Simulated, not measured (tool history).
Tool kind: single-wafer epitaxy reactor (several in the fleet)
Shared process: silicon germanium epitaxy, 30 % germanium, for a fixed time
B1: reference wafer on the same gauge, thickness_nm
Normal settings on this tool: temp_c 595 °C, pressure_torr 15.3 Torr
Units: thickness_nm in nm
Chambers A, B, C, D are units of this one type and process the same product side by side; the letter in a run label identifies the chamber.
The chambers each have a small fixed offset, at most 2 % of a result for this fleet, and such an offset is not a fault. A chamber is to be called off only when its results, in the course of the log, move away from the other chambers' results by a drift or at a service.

Run 1B, hour 3.5: usual settings; B1 55.879. Result: thickness_nm 48.455 nm.
Run 2A, hour 9.1: usual settings; B1 55.834. Result: thickness_nm 47.150 nm.
Run 3D, hour 13.3: usual settings; B1 55.899. Result: thickness_nm 48.348 nm.
Run 4C, hour 19.6: usual settings; B1 55.893. Result: thickness_nm 48.161 nm.
Run 5C, hour 24.9: usual settings but temp_c 605 °C; B1 55.922. Result: thickness_nm 57.707 nm.
Run 6B, hour 29.7: usual settings but temp_c 605 °C; B1 55.932. Result: thickness_nm 58.238 nm.
Run 7A, hour 33.9: usual settings but temp_c 605 °C; B1 55.872. Result: thickness_nm 56.888 nm.
Run 8D, hour 38.0: usual settings but temp_c 605 °C; B1 55.845. Result: thickness_nm 58.322 nm.
Run 9D, hour 42.7: usual settings; B1 55.862. Result: thickness_nm 48.656 nm.
Run 10A, hour 45.5: usual settings; B1 55.922. Result: thickness_nm 47.633 nm.
Run 11C, hour 49.4: usual settings but temp_c 605 °C; B1 55.863. Result: thickness_nm 58.267 nm.
Run 12B, hour 54.5: usual settings but temp_c 605 °C; B1 55.886. Result: thickness_nm 58.280 nm.
Run 13C, hour 57.7: usual settings but temp_c 605 °C; B1 55.895. Result: thickness_nm 58.025 nm.
Run 14B, hour 63.2: usual settings but temp_c 605 °C; B1 55.893. Result: thickness_nm 59.268 nm.
Run 15A, hour 67.1: usual settings; B1 55.900. Result: thickness_nm 46.991 nm.
Run 16D, hour 69.9: usual settings; B1 55.905. Result: thickness_nm 48.194 nm.
Run 17A, hour 74.0: usual settings; B1 55.804. Result: thickness_nm 47.173 nm.
Run 18B, hour 77.2: usual settings; B1 55.928. Result: thickness_nm 49.748 nm.
Run 19C, hour 82.4: usual settings; B1 55.830. Result: thickness_nm 48.289 nm.
Run 20D, hour 88.4: usual settings but pressure_torr 12.6 Torr; B1 55.938. Result: thickness_nm 45.072 nm.
Run 21B, hour 92.1: usual settings but pressure_torr 12.6 Torr; B1 55.910. Result: thickness_nm 46.728 nm.
Run 22D, hour 98.6: usual settings but pressure_torr 12.6 Torr; B1 55.948. Result: thickness_nm 44.745 nm.
Run 23C, hour 102.3: usual settings but pressure_torr 12.6 Torr; B1 55.965. Result: thickness_nm 44.750 nm.
Run 24A, hour 105.1: usual settings; B1 55.815. Result: thickness_nm 47.188 nm.
Run 25B, hour 110.2: usual settings; B1 55.899. Result: thickness_nm 51.035 nm.

Is one chamber off against the others, does the gauge drift, or is nothing wrong? If a chamber is off, say which, and what the likeliest cause is.

Little by little, chamber B moves away from the other chambers.
What lies behind it: wafer temperature above the value expected at the setpoint (K) = 3.5.

Here are 4 candidates for chamber B's next run, each the usual settings with a change, their results left as question marks. Which one brings its results back in line with what the others give on the usual settings?
In line means no further than this from the other chambers' mean on the usual settings: thickness_nm 0.820 nm
Run 26B-1, hour 114.9: usual settings but temp_c 590 °C, pressure_torr 14.8 Torr. Result: thickness_nm ?.
Run 26B-2, hour 114.9: usual settings but temp_c 600 °C, pressure_torr 15.8 Torr. Result: thickness_nm ?.
Run 26B-3, hour 114.9: usual settings but pressure_torr 17.9 Torr. Result: thickness_nm ?.
Run 26B-4, hour 114.9: usual settings but pressure_torr 12.7 Torr. Result: thickness_nm ?.

Usual-settings mean across the other chambers: thickness_nm 48.092 nm
  run  thickness_nm
26B-1        46.202
26B-2        56.996
26B-3        54.615
26B-4        47.747
26B-4 brings the chamber back in line.
